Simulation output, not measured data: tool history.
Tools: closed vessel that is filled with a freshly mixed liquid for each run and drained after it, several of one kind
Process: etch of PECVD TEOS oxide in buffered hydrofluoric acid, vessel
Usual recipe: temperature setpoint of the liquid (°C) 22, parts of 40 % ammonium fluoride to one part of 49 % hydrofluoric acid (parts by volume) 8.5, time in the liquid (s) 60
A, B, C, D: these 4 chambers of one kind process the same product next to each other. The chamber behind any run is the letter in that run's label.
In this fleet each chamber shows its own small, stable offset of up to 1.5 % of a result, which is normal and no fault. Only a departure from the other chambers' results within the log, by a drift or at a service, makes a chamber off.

run,hour,temperature setpoint of the liquid (°C),parts of 40 % ammonium fluoride to one part of 49 % hydrofluoric acid (parts by volume),time in the liquid (s),hours since the thermometer was replaced,hours since the hydrofluoric acid flow meter was replaced,"read-back film thickness of the PECVD TEOS oxide reference wafer, read on the same gauge (nm)",thickness taken off the PECVD TEOS oxide on a monitor wafer (Å)
1C,5.5,22,8.5,60,1495.1,326.6,150.03,1419.0
2B,12.0,22,8.5,60,466.0,122.3,149.98,1442.1
3D,19.4,22,8.5,60,1099.4,1344.7,150.04,1425.8
4A,31.7,22,8.5,60,414.0,1451.8,150.00,1414.1
5A,39.4,22,8.5,60,421.7,1459.5,150.01,1406.9
6B,45.2,22,8.5,60,499.2,155.5,150.02,1410.7
7D,51.0,22,10.5,85,1131.0,1376.3,150.04,1674.6
8C,59.0,22,10.5,85,1548.6,380.1,150.07,1673.7
9A,67.3,22,10.5,85,449.6,1487.4,149.99,1665.0
10C,78.6,22,10.5,85,1568.2,399.7,149.97,1676.6
11B,90.1,22,8.5,60,544.1,200.4,149.97,1452.4
12D,98.7,22,8.5,60,1178.7,1424.0,149.98,1443.9
13D,108.3,22,8.5,60,1188.3,1433.6,150.01,1440.7
14C,118.3,22,8.5,60,1607.9,439.4,150.02,1415.2
15A,129.6,22,8.5,60,511.9,1549.7,149.99,1392.6
# hour 135.1: chamber C: thermometer replaced
16B,137.7,22,8.5,60,591.7,248.0,150.00,1429.3
# hour 146.2: chamber A: hydrofluoric acid flow meter replaced
17B,146.7,22,8.5,60,600.7,257.0,150.01,1425.3
18D,153.8,20,8.5,75,1233.8,1479.1,150.01,1636.1
19C,161.7,20,8.5,75,26.7,482.8,150.00,1588.7
20A,171.5,20,8.5,75,553.8,25.3,150.01,1570.1
21B,176.9,20,8.5,75,630.9,287.2,150.00,1618.7
22D,188.8,22,8.5,60,1268.8,1514.1,150.01,1457.6
23C,197.2,22,8.5,60,62.2,518.3,150.01,1439.0
24A,208.2,22,8.5,60,590.5,62.0,150.01,1408.7
25A,217.7,22,8.5,60,600.0,71.5,149.99,1394.0
26C,228.0,22,8.5,60,93.0,549.1,150.03,1407.4
# hour 232.1: chamber B: thermometer replaced
27D,237.7,22,8.5,60,1317.7,1563.0,150.03,1483.3
28B,245.0,22,8.5,60,12.9,355.3,149.98,1424.3
29C,254.8,22,8.5,60,119.8,575.9,150.03,1412.7
30A,260.8,22,8.5,60,643.1,114.6,150.00,1397.1
31D,273.2,22,8.5,60,1353.2,1598.5,150.01,1498.0
32B,278.9,22,8.5,60,46.8,389.2,149.99,1428.6
33B,288.5,22,8.5,60,56.4,398.8,150.02,1436.9
34D,293.8,22,8.5,60,1373.8,1619.1,150.01,1494.5
35C,300.6,22,8.5,60,165.6,621.7,150.00,1418.9
36A,311.5,22,8.5,60,693.8,165.3,150.01,1381.8
37B,321.1,26,6.0,60,89.0,431.4,150.00,2521.7
38A,327.9,26,6.0,60,710.2,181.7,150.00,2460.9

For the next run the whole fleet of 4 chambers uses the same settings. Give each chamber's results:
39A,336.8,22,8.5,60,,,,?
39B,336.8,22,8.5,60,,,,?
39C,336.8,22,8.5,60,,,,?
39D,336.8,22,8.5,60,,,,?

run,thickness taken off the PECVD TEOS oxide on a monitor wafer (Å)
39A,1375.9
39B,1437.8
39C,1417.3
39D,1512.8

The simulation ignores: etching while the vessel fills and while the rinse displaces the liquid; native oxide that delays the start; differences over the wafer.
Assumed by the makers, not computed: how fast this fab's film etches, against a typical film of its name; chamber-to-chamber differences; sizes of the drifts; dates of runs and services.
